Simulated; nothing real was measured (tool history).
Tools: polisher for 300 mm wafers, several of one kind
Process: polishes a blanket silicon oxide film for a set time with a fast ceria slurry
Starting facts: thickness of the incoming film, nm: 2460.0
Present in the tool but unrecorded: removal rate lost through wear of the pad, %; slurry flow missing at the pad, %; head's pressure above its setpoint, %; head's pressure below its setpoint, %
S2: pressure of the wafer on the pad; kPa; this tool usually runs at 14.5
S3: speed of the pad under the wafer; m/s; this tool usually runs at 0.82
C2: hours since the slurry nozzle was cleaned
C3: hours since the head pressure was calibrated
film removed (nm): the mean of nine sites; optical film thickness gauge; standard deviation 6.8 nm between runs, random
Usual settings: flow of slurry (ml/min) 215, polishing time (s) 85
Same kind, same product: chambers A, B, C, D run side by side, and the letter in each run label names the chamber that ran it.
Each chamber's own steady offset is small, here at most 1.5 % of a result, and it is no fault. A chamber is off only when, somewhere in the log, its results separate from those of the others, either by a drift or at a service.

At day 0.071: chamber D: worn pad replaced by a new one.
Run 1B, day 0.454: usual settings; wafers polished on this pad 541; C2 596.7; C3 207.5. Result: film removed (nm) 757.79.
Run 2C, day 0.883: usual settings; wafers polished on this pad 329; C2 253.3; C3 744.8. Result: film removed (nm) 770.87.
At day 1.038: chamber B: worn pad replaced by a new one.
Run 3D, day 1.179: usual settings; wafers polished on this pad 252; C2 285.3; C3 161.6. Result: film removed (nm) 754.17.
At day 1.229: chamber A: slurry nozzle cleaned.
Run 4A, day 1.721: usual settings; wafers polished on this pad 518; C2 11.9; C3 466.2. Result: film removed (nm) 770.77.
Run 5B, day 2.033: usual settings; wafers polished on this pad 226; C2 634.6; C3 245.4. Result: film removed (nm) 768.87.
At day 2.117: chamber C: slurry nozzle cleaned.
Run 6D, day 2.504: usual settings; wafers polished on this pad 552; C2 317.1; C3 193.4. Result: film removed (nm) 741.81.
At day 2.654: chamber C: worn pad replaced by a new one.
Run 7C, day 2.862: usual settings; wafers polished on this pad 47; C2 18; C3 792.3. Result: film removed (nm) 767.17.
At day 3.154: chamber D: worn pad replaced by a new one.
Run 8A, day 3.4: usual settings; wafers polished on this pad 899; C2 52.2; C3 506.5. Result: film removed (nm) 763.14.
Run 9A, day 3.9: usual settings; wafers polished on this pad 1013; C2 64.2; C3 518.5. Result: film removed (nm) 774.74.
At day 3.946: chamber B: worn pad replaced by a new one.
At day 4.175: chamber A: worn pad replaced by a new one.
Run 10B, day 4.254: usual settings; wafers polished on this pad 70; C2 687.9; C3 298.7. Result: film removed (nm) 758.86.
Run 11D, day 4.658: usual settings; wafers polished on this pad 341; C2 368.8; C3 245.1. Result: film removed (nm) 743.05.
Run 12C, day 5.038: usual settings; wafers polished on this pad 541; C2 70.2; C3 844.5. Result: film removed (nm) 758.77.
At day 5.212: chamber C: worn pad replaced by a new one.
Run 13B, day 5.404: usual settings; wafers polished on this pad 331; C2 715.5; C3 326.3. Result: film removed (nm) 760.26.
Run 14C, day 5.942: usual settings; wafers polished on this pad 166; C2 91.9; C3 866.2. Result: film removed (nm) 773.32.
Run 15A, day 6.238: usual settings but S2 11 kPa; wafers polished on this pad 468; C2 120.3; C3 574.6. Result: film removed (nm) 592.95.
Run 16D, day 6.579: usual settings but S2 11 kPa; wafers polished on this pad 777; C2 414.9; C3 291.2. Result: film removed (nm) 571.14.
At day 6.9: chamber D: worn pad replaced by a new one.
Run 17D, day 6.962: usual settings but S2 11 kPa; wafers polished on this pad 14; C2 424.1; C3 300.4. Result: film removed (nm) 576.04.
At day 7.021: chamber B: worn pad replaced by a new one.
Run 18B, day 7.496: usual settings but S2 11 kPa; wafers polished on this pad 108; C2 765.7; C3 376.5. Result: film removed (nm) 577.63.
At day 7.621: chamber B: slurry nozzle cleaned.
At day 7.788: chamber C: worn pad replaced by a new one.
Run 19A, day 7.858: usual settings; wafers polished on this pad 836; C2 159.2; C3 613.5. Result: film removed (nm) 769.67.
At day 8.312: chamber A: head pressure recalibrated.
Run 20C, day 8.354: usual settings; wafers polished on this pad 128; C2 149.8; C3 924.1. Result: film removed (nm) 767.66.
At day 8.392: chamber A: worn pad replaced by a new one.
Run 21C, day 8.833: usual settings; wafers polished on this pad 237; C2 161.3; C3 935.6. Result: film removed (nm) 768.29.
At day 9.271: chamber D: head pressure recalibrated.
Run 22B, day 9.362: usual settings; wafers polished on this pad 531; C2 41.9; C3 421.3. Result: film removed (nm) 755.9.
Run 23D, day 9.883: usual settings; wafers polished on this pad 677; C2 494.2; C3 14.8. Result: film removed (nm) 757.54.
At day 9.954: chamber B: worn pad replaced by a new one.
Run 24A, day 10.262: usual settings; wafers polished on this pad 424; C2 216.9; C3 46.9. Result: film removed (nm) 852.68.
At day 10.525: chamber D: worn pad replaced by a new one.
At day 10.571: chamber A: slurry nozzle cleaned.
At day 10.762: chamber C: worn pad replaced by a new one.
Run 25D, day 10.804: usual settings; wafers polished on this pad 63; C2 516.3; C3 36.9. Result: film removed (nm) 763.59.
Run 26A, day 11.375: usual settings; wafers polished on this pad 677; C2 19.4; C3 73.6. Result: film removed (nm) 854.63.
Run 27C, day 11.804: usual settings but flow of slurry (ml/min) 145, S3 1.08 m/s; wafers polished on this pad 236; C2 232.6; C3 1006.9. Result: film removed (nm) 957.59.
Run 28B, day 12.242: usual settings but flow of slurry (ml/min) 145, S3 1.08 m/s; wafers polished on this pad 519; C2 111; C3 490.4. Result: film removed (nm) 946.73.
At day 12.338: chamber C: slurry nozzle cleaned.
At day 12.55: chamber A: worn pad replaced by a new one.
Run 29A, day 12.746: usual settings but flow of slurry (ml/min) 145, S3 1.08 m/s; wafers polished on this pad 44; C2 52.3; C3 106.5. Result: film removed (nm) 1036.8.
At day 13.012: chamber B: worn pad replaced by a new one.
Run 30C, day 13.3: usual settings but flow of slurry (ml/min) 145, S3 1.08 m/s; wafers polished on this pad 575; C2 23.1; C3 1042.8. Result: film removed (nm) 950.42.
At day 13.588: chamber D: worn pad replaced by a new one.
Run 31B, day 13.612: usual settings; wafers polished on this pad 136; C2 143.9; C3 523.3. Result: film removed (nm) 779.85.
At day 13.779: chamber D: slurry nozzle cleaned.
Run 32D, day 14.125: usual settings; wafers polished on this pad 122; C2 8.4; C3 116.6. Result: film removed (nm) 757.71.
Run 33B, day 14.579: usual settings; wafers polished on this pad 356; C2 167.1; C3 546.5. Result: film removed (nm) 781.66.

The same settings go to every chamber for the next run, one line per chamber below. Forecast the results for each:
Run 34A, day 14.996: usual settings. Result: film removed (nm) ?.
Run 34B, day 14.996: usual settings. Result: film removed (nm) ?.
Run 34C, day 14.996: usual settings. Result: film removed (nm) ?.
Run 34D, day 14.996: usual settings. Result: film removed (nm) ?.

run  film removed (nm)
34A             846.49
34B             759.22
34C             767.75
34D              756.8

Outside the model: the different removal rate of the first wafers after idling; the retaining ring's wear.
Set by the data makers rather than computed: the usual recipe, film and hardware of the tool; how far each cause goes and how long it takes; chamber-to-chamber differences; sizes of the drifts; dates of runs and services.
